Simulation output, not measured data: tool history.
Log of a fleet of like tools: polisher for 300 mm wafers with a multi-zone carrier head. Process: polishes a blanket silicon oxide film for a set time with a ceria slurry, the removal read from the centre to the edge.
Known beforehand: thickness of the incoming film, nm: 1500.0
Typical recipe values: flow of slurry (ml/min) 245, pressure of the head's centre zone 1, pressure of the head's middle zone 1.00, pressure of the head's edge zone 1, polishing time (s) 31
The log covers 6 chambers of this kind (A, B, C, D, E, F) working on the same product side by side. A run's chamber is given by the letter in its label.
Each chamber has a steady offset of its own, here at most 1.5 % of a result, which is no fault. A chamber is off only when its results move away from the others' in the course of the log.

run	hour	flow of slurry (ml/min)	pressure of the head's centre zone	pressure of the head's middle zone	pressure of the head's edge zone	polishing time (s)	film removed at the wafer's centre (nm)	film removed at mid-radius (nm)	film removed at the wafer's edge (nm)
# hour 1.8: chamber D: worn pad replaced by a new one
# hour 3.3: chamber C: worn pad replaced by a new one
1E	8.9	245	1	1.00	1	31	140.290	141.210	142.270
2A	18.5	245	1	1.00	1	31	145.610	145.390	143.980
# hour 23.2: chamber E: worn pad replaced by a new one
# hour 24.2: chamber F: slurry nozzle cleaned
# hour 26.6: chamber E: slurry nozzle cleaned
# hour 27.1: chamber A: worn pad replaced by a new one
3C	27.3	245	1	1.00	1	31	143.000	142.930	140.960
4B	35.1	245	1	1.00	1	31	140.710	142.560	140.980
5F	43.4	245	1	0.94	1	31	144.980	136.540	144.100
6D	52.0	245	1	0.94	1	31	143.510	136.500	146.940
# hour 55.7: chamber F: worn pad replaced by a new one
# hour 57.7: chamber D: slurry nozzle cleaned
7B	61.9	245	1	0.94	1	31	145.980	135.000	139.990
# hour 65.5: chamber A: edge zone pressure recalibrated
8E	70.4	245	1	0.94	1	31	142.940	135.260	141.030
# hour 73.0: chamber B: worn pad replaced by a new one
# hour 76.1: chamber C: worn pad replaced by a new one
9D	77.9	245	1	0.94	1	31	137.690	135.680	143.020
# hour 88.2: chamber D: worn pad replaced by a new one
10C	88.8	245	1	0.94	1	31	145.250	134.550	144.100
11A	97.1	245	1	1.00	1	31	145.240	145.920	139.460
12F	104.4	245	1	1.00	1	31	144.570	144.980	143.780
# hour 105.6: chamber E: worn pad replaced by a new one
# hour 116.3: chamber A: worn pad replaced by a new one
13F	116.7	285	1	0.94	1	31	144.520	136.800	144.970
# hour 119.9: chamber F: worn pad replaced by a new one
14B	126.1	285	1	0.94	1	31	144.620	138.870	143.210
15C	138.6	285	1	0.94	1	31	144.680	137.580	144.120
# hour 144.9: chamber C: worn pad replaced by a new one
# hour 145.2: chamber B: worn pad replaced by a new one
16A	145.8	285	1	0.94	1	31	147.870	139.860	147.950
# hour 153.3: chamber C: slurry nozzle cleaned
17D	157.3	285	1	0.94	1	31	144.670	136.630	144.740
# hour 158.0: chamber B: slurry nozzle cleaned
18E	165.0	285	1	0.94	1	31	144.450	136.130	145.230
# hour 165.2: chamber D: worn pad replaced by a new one
19D	175.9	245	1	1.00	1	31	146.220	143.010	143.400
# hour 176.3: chamber B: centre zone pressure recalibrated
20A	182.2	245	1	1.00	1	31	146.050	144.780	145.710
21F	190.2	280	1	1.00	1	21	98.759	99.874	99.180
# hour 195.8: chamber F: worn pad replaced by a new one
22E	197.5	280	1	1.00	1	21	96.730	96.609	94.808
# hour 203.2: chamber A: worn pad replaced by a new one
# hour 203.7: chamber E: worn pad replaced by a new one
23B	207.8	280	1	1.00	1	21	101.320	98.700	97.399
24C	216.1	280	1	1.00	1	21	99.197	99.739	98.947
# hour 223.2: chamber C: worn pad replaced by a new one
25B	228.2	280	1	1.00	1	21	99.919	99.247	96.167
# hour 229.5: chamber B: worn pad replaced by a new one
# hour 231.0: chamber D: worn pad replaced by a new one
26E	236.3	280	1	1.00	1	21	100.180	97.308	95.754
27A	242.4	245	1	1.00	1	31	142.360	147.090	144.820
28D	252.6	245	1	1.00	1	31	145.660	142.500	144.130
29F	260.1	245	1	1.00	1	31	145.460	143.010	144.360
# hour 268.5: chamber F: worn pad replaced by a new one
30C	271.6	245	1	1.00	1	31	142.260	143.860	142.430
# hour 278.5: chamber A: worn pad replaced by a new one
31C	283.5	245	1	1.00	1	31	146.140	143.950	143.250
# hour 284.9: chamber E: worn pad replaced by a new one
# hour 287.0: chamber C: worn pad replaced by a new one
32E	290.2	245	1	1.08	1	31	144.140	152.260	142.720
# hour 297.5: chamber D: worn pad replaced by a new one
33A	300.1	245	1	1.08	1	31	141.650	156.550	144.450
34D	305.9	245	1	1.08	1	31	140.910	153.720	142.160
# hour 313.9: chamber B: worn pad replaced by a new one
# hour 318.1: chamber B: edge zone pressure recalibrated
35F	318.5	245	1	1.08	1	31	143.010	153.860	145.820
# hour 321.7: chamber F: centre zone pressure recalibrated
36B	325.4	245	1	1.08	1	31	146.230	153.830	141.610
# hour 327.6: chamber C: centre zone pressure recalibrated
37A	334.8	245	1	1.08	1	31	141.810	157.710	144.320
38B	342.5	245	1	1.00	1	31	148.610	142.310	142.400
# hour 348.0: chamber F: worn pad replaced by a new one
39E	351.3	245	1	1.00	1	31	139.820	141.370	142.980
# hour 356.8: chamber C: worn pad replaced by a new one
40D	359.6	245	1	1.00	1	31	137.950	144.280	144.690
41C	365.5	245	1	1.00	1	31	145.580	144.090	141.470
42F	371.0	245	1	1.00	1	31	147.100	143.000	139.760

Each of the 6 chambers runs these same settings next. Fill in every chamber's results:
43A	380.1	245	1	1.00	1	31	?	?	?
43B	380.1	245	1	1.00	1	31	?	?	?
43C	380.1	245	1	1.00	1	31	?	?	?
43D	380.1	245	1	1.00	1	31	?	?	?
43E	380.1	245	1	1.00	1	31	?	?	?
43F	380.1	245	1	1.00	1	31	?	?	?

run	film removed at the wafer's centre (nm)	film removed at mid-radius (nm)	film removed at the wafer's edge (nm)
43A	141.980	144.830	145.310
43B	143.960	142.130	143.060
43C	149.600	143.680	143.080
43D	138.020	142.170	141.220
43E	140.630	140.450	138.770
43F	144.930	145.350	142.520
